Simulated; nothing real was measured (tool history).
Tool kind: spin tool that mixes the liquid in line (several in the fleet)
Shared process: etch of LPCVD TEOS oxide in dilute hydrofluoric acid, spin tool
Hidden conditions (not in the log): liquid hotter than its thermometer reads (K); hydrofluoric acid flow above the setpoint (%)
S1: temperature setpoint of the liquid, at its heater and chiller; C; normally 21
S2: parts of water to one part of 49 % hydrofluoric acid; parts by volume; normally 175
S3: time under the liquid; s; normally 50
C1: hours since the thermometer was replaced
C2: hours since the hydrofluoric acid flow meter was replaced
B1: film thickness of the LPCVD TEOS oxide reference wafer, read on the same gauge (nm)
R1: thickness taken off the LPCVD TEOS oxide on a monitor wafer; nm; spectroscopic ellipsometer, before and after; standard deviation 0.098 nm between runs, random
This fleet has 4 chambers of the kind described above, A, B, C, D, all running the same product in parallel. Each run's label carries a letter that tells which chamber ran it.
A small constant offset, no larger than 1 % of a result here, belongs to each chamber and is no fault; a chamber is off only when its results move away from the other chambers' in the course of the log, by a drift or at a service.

run	hour	S1	S2	S3	C1	C2	B1	R1
1B	12.6	21	175	50	964.2	1288	100.02	9.9789
2D	22	21	175	50	887.5	391.4	100.01	10.032
3A	35.4	21	175	50	1465	1358.8	100.01	9.8298
4C	46.8	21	175	50	661.6	1627.6	100	10.137
5D	58.9	21	175	50	924.4	428.3	100.03	10.074
6C	65.7	21	175	50	680.5	1646.5	100.03	9.8057
7A	79.3	18	115	50	1508.9	1402.7	99.976	14.128
8B	88.9	18	115	50	1040.5	1364.3	99.989	14.177
9A	99.6	18	115	50	1529.2	1423	99.972	14.081
# hour 103.4: chamber B: hydrofluoric acid flow meter replaced
10C	106.6	18	115	50	721.4	1687.4	99.999	14.39
11D	121	21	175	50	986.5	490.4	100.01	10.192
12B	132	21	175	65	1083.6	28.6	99.984	13.164
13C	140.3	21	175	65	755.1	1721.1	100	12.888
# hour 143.9: chamber C: hydrofluoric acid flow meter replaced
# hour 144.9: chamber C: thermometer replaced
14A	149.2	21	175	65	1578.8	1472.6	99.944	13.225
15D	161.6	21	175	65	1027.1	531	100.03	12.962
16B	173.5	21	175	50	1125.1	70.1	99.969	9.9619
17A	183.8	23.5	235	50	1613.4	1507.2	100.01	8.0031
18D	195.8	23.5	235	50	1061.3	565.2	99.981	7.6514
19B	210.6	23.5	235	50	1162.2	107.2	99.961	7.6619
20C	218.2	23.5	235	50	73.3	74.3	99.988	7.4779
21C	231.8	21	175	50	86.9	87.9	99.998	9.7253
22D	246.7	21	175	50	1112.2	616.1	100.02	10.11
23B	260.5	21	175	50	1212.1	157.1	100	10.065
24A	269.4	21	175	50	1699	1592.8	99.99	10.554
25B	284.7	21	175	50	1236.3	181.3	99.996	9.8571
26D	298.3	21	175	50	1163.8	667.7	100.03	9.7509
27A	308.4	21	175	50	1738	1631.8	99.968	10.887
28C	322.7	21	175	50	177.8	178.8	99.991	9.8988
29D	330.5	21	175	50	1196	699.9	99.975	9.9615
30B	344.2	21	175	50	1295.8	240.8	100	10.085

Does one chamber stand apart from the rest, does the shared gauge drift, or is all well apart from small per-chamber offsets? Give the chamber and the most likely cause, where there is one.

One chamber, A, drifts off from the rest bit by bit.
Most likely cause: hydrofluoric acid flow above the setpoint (%) = 9.21.
The log may not separate it from: liquid hotter than its thermometer reads (K).

Chamber A could run next with any of the 4 candidate recipes listed below; each alters the usual settings, and their results appear as question marks. Which one brings its results back in line with what the other chambers deliver on the usual settings?
A result is in line if it is within this distance of the other chambers' mean on the usual settings: R1 0.34 nm
31A-1	355.2	21	170	50				?
31A-2	355.2	21	180	50				?
31A-3	355.2	21	190	50				?
31A-4	355.2	23.5	175	50				?

What the other chambers average on the usual settings: R1 9.9794 nm
run	R1
31A-1	11.353
31A-2	10.63
31A-3	9.9834
31A-4	12.107
31A-3 is the one that brings the chamber's results back in line with the other chambers.

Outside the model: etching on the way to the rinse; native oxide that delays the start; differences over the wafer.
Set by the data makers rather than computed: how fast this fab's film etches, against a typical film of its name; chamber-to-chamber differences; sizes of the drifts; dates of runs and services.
